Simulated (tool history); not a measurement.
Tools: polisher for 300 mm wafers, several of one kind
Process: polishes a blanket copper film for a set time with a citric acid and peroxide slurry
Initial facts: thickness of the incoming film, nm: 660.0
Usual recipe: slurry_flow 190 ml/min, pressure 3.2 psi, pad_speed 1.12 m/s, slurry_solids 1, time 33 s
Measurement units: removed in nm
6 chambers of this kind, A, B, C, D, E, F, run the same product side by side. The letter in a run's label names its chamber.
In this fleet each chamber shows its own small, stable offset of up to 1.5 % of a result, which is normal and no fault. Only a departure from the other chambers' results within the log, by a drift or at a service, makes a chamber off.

run	hour	slurry_flow	pressure	pad_speed	slurry_solids	time	removed
1D	2.8	190	3.2	1.12	1	33	78.641
2C	8.9	190	3.2	1.12	1	33	78.986
# hour 9.7: chamber D: worn pad replaced by a new one
# hour 11.4: chamber E: worn pad replaced by a new one
3B	12.3	190	3.2	1.12	1	33	80.416
# hour 16.3: chamber A: slurry blender recalibrated
4F	16.8	190	3.2	1.12	1	33	81.454
# hour 20.5: chamber E: slurry blender recalibrated
5A	22.5	190	3.2	1.12	1	33	79.174
# hour 26.5: chamber C: worn pad replaced by a new one
6E	28.2	190	3.2	1.12	1	33	78.991
7F	32.9	190	3.2	1.12	1	33	79.454
# hour 36.4: chamber F: worn pad replaced by a new one
8B	38.2	190	3.2	1.12	1	33	79.466
9C	41.8	190	3.2	1.12	1	33	78.856
# hour 42.4: chamber B: worn pad replaced by a new one
10A	46	190	3.2	1.12	1	33	79.002
11E	52.3	190	3.2	1.12	1	33	79.547
12D	57.6	190	3.2	1.12	1	33	79.477
13B	61	190	3.2	1.12	1	33	79.261
14F	67	190	3.2	1.12	1	33	78.962
15D	72.4	190	3.8	1.12	1	33	93.424
16A	78.1	190	3.8	1.12	1	33	93.234
# hour 80.4: chamber A: head pressure recalibrated
# hour 81.4: chamber D: slurry blender recalibrated
17E	82.9	190	3.8	1.12	1	33	93.203
18C	88.2	190	3.8	1.12	1	33	95.357
# hour 88.5: chamber A: worn pad replaced by a new one
19C	91.4	190	3.8	1.12	1	33	94.776
20D	95.2	190	3.8	1.12	1	33	94.161
# hour 97.9: chamber E: worn pad replaced by a new one
21F	99.3	190	3.2	1.12	1	33	80.779
# hour 100.5: chamber F: worn pad replaced by a new one
22A	104.2	190	3.2	1.12	1	33	71.114
# hour 105: chamber D: worn pad replaced by a new one
# hour 107.2: chamber C: worn pad replaced by a new one
23E	108.9	190	3.2	1.12	1	33	79.765
# hour 109.9: chamber A: slurry nozzle cleaned
24B	113.2	190	3.2	1.12	1	33	80.487
25C	117.5	190	3.2	1.12	1	33	80.485
26F	121.9	190	3.2	0.88	1	33	62.949
27D	126.5	190	3.2	0.88	1	33	61.437
# hour 129.8: chamber B: worn pad replaced by a new one
28E	132	190	3.2	0.88	1	33	61.66
29B	134.8	190	3.2	0.88	1	33	61.934
30A	138.6	190	3.2	0.88	1	33	55.904
31E	144	190	3.2	0.88	1	33	62.367
# hour 146.4: chamber F: slurry blender recalibrated
32A	148.9	190	3.2	1.12	1	33	70.18
# hour 149.4: chamber B: slurry blender recalibrated
# hour 150.1: chamber C: slurry blender recalibrated
33B	152.8	190	3.2	1.12	1	33	79.432
34F	155.8	190	3.2	1.12	1	33	80.556
35C	160.6	190	3.2	1.12	1	33	80.477
36D	166.9	190	3.2	1.12	1	33	79.025
37C	172.7	190	3.2	1.12	1	33	79.977

Is one chamber out of step, is the gauge drifting, or do the chambers differ by no more than their own small offsets? For an off chamber, give its letter and the likeliest cause.

Chamber A came out of a service off from its peers and stayed that way.
Most likely cause: head's pressure below its setpoint, % = 11.

Below are 4 candidate recipes for chamber A's next run, each the usual settings with a change, their results shown as question marks. Which of them brings A's results back in line with what the other chambers give on the usual settings?
In line means no further than this from the other chambers' mean on the usual settings: removed 2.4 nm
38A-1	177.4	190	3.2	1	1	29	?
38A-2	177.4	190	3.2	1.42	1	33	?
38A-3	177.4	190	3.2	1.12	1	37	?
38A-4	177.4	190	3	1.06	1	33	?

On the usual settings, the other chambers give on average: removed 79.548 nm
run	removed
38A-1	56.124
38A-2	90.449
38A-3	80.122
38A-4	63.571
38A-3 brings the chamber back in line.
